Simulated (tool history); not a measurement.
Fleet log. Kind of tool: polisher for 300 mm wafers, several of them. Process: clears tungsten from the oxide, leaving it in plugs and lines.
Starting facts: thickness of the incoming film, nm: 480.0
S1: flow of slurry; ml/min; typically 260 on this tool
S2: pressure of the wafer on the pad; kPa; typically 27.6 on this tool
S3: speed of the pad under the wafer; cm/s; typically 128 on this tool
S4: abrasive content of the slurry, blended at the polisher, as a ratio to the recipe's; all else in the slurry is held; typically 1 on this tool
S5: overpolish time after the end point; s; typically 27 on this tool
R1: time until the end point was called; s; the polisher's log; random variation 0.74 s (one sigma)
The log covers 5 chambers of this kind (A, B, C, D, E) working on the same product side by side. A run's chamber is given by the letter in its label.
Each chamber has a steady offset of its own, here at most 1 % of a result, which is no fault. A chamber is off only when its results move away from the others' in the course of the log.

At hour 1.5: chamber A: worn pad replaced by a new one.
At hour 7.1: chamber D: slurry nozzle cleaned.
Run 1E, hour 8.3: usual settings. Result: R1 80.278 s.
Run 2D, hour 16: usual settings. Result: R1 79.185 s.
At hour 22.6: chamber A: slurry tank refilled with fresh slurry and peroxide.
Run 3C, hour 25.1: usual settings. Result: R1 78.153 s.
Run 4B, hour 30.4: usual settings. Result: R1 79.349 s.
At hour 33.3: chamber B: slurry blender recalibrated.
Run 5A, hour 39.3: usual settings. Result: R1 79.905 s.
Run 6D, hour 44.2: usual settings. Result: R1 80.01 s.
At hour 45.7: chamber E: slurry tank refilled with fresh slurry and peroxide.
At hour 51: chamber B: slurry tank refilled with fresh slurry and peroxide.
At hour 51.8: chamber C: slurry tank refilled with fresh slurry and peroxide.
At hour 52.9: chamber D: slurry blender recalibrated.
Run 7C, hour 52.9: usual settings. Result: R1 79.52 s.
At hour 60.2: chamber B: worn pad replaced by a new one.
Run 8B, hour 60.5: usual settings but S1 295 ml/min. Result: R1 78.595 s.
Run 9A, hour 69.7: usual settings but S1 295 ml/min. Result: R1 80.355 s.
Run 10E, hour 76.3: usual settings but S1 295 ml/min. Result: R1 78.235 s.
At hour 81.2: chamber D: slurry tank refilled with fresh slurry and peroxide.
Run 11B, hour 83.1: usual settings but S1 295 ml/min. Result: R1 79.024 s.
At hour 84: chamber A: worn pad replaced by a new one.
Run 12A, hour 94: usual settings but S1 295 ml/min. Result: R1 79.452 s.
At hour 101.9: chamber D: worn pad replaced by a new one.
Run 13D, hour 102.9: usual settings. Result: R1 79.447 s.
At hour 107.4: chamber E: head pressure recalibrated.
At hour 109.3: chamber E: worn pad replaced by a new one.
Run 14E, hour 109.3: usual settings. Result: R1 88.113 s.
At hour 112.7: chamber E: slurry tank refilled with fresh slurry and peroxide.
Run 15C, hour 116: usual settings. Result: R1 77.586 s.
Run 16A, hour 122.3: usual settings. Result: R1 78.662 s.
At hour 130.2: chamber A: slurry tank refilled with fresh slurry and peroxide.
Run 17D, hour 130.9: usual settings. Result: R1 79.116 s.
At hour 134: chamber B: slurry blender recalibrated.
Run 18C, hour 137.6: usual settings. Result: R1 79.54 s.
Run 19B, hour 143.5: usual settings but S2 30.3 kPa, S3 112 cm/s. Result: R1 83.377 s.
At hour 145.6: chamber C: worn pad replaced by a new one.
Run 20E, hour 154.6: usual settings but S2 30.3 kPa, S3 112 cm/s. Result: R1 91.225 s.
At hour 155.4: chamber A: worn pad replaced by a new one.
At hour 164.6: chamber C: slurry tank refilled with fresh slurry and peroxide.
Run 21B, hour 165.3: usual settings but S2 30.3 kPa, S3 112 cm/s. Result: R1 83.006 s.
Run 22A, hour 170.9: usual settings but S2 30.3 kPa, S3 112 cm/s. Result: R1 83.499 s.
At hour 175.5: chamber A: slurry blender recalibrated.
At hour 176.3: chamber E: slurry tank refilled with fresh slurry and peroxide.
Run 23C, hour 181: usual settings but S2 30.3 kPa, S3 112 cm/s. Result: R1 81.424 s.
Run 24E, hour 191.1: usual settings. Result: R1 86.252 s.
Run 25D, hour 201.6: usual settings. Result: R1 80.309 s.
At hour 204.1: chamber D: worn pad replaced by a new one.
At hour 209.4: chamber D: slurry tank refilled with fresh slurry and peroxide.
Run 26B, hour 209.6: usual settings but S2 22.1 kPa. Result: R1 100.49 s.
At hour 215.4: chamber A: slurry nozzle cleaned.
Run 27D, hour 217.4: usual settings but S2 22.1 kPa. Result: R1 98.86 s.
Run 28C, hour 223.9: usual settings but S2 22.1 kPa. Result: R1 98.861 s.
At hour 225.7: chamber A: worn pad replaced by a new one.
Run 29E, hour 231.8: usual settings but S2 22.1 kPa. Result: R1 110.02 s.
At hour 233.4: chamber A: slurry tank refilled with fresh slurry and peroxide.
Run 30A, hour 240.6: usual settings but S2 22.1 kPa. Result: R1 99.821 s.
At hour 244.2: chamber D: slurry blender recalibrated.
Run 31A, hour 248: usual settings. Result: R1 79.675 s.
Run 32D, hour 257.4: usual settings. Result: R1 80.799 s.

Predict what each chamber gives when all 5 of them run the settings below next.
Run 33A, hour 265.4: usual settings but S1 335 ml/min. Result: R1 ?.
Run 33B, hour 265.4: usual settings but S1 335 ml/min. Result: R1 ?.
Run 33C, hour 265.4: usual settings but S1 335 ml/min. Result: R1 ?.
Run 33D, hour 265.4: usual settings but S1 335 ml/min. Result: R1 ?.
Run 33E, hour 265.4: usual settings but S1 335 ml/min. Result: R1 ?.

run      R1
33A  79.493
33B  78.704
33C  77.561
33D  78.084
33E  87.888
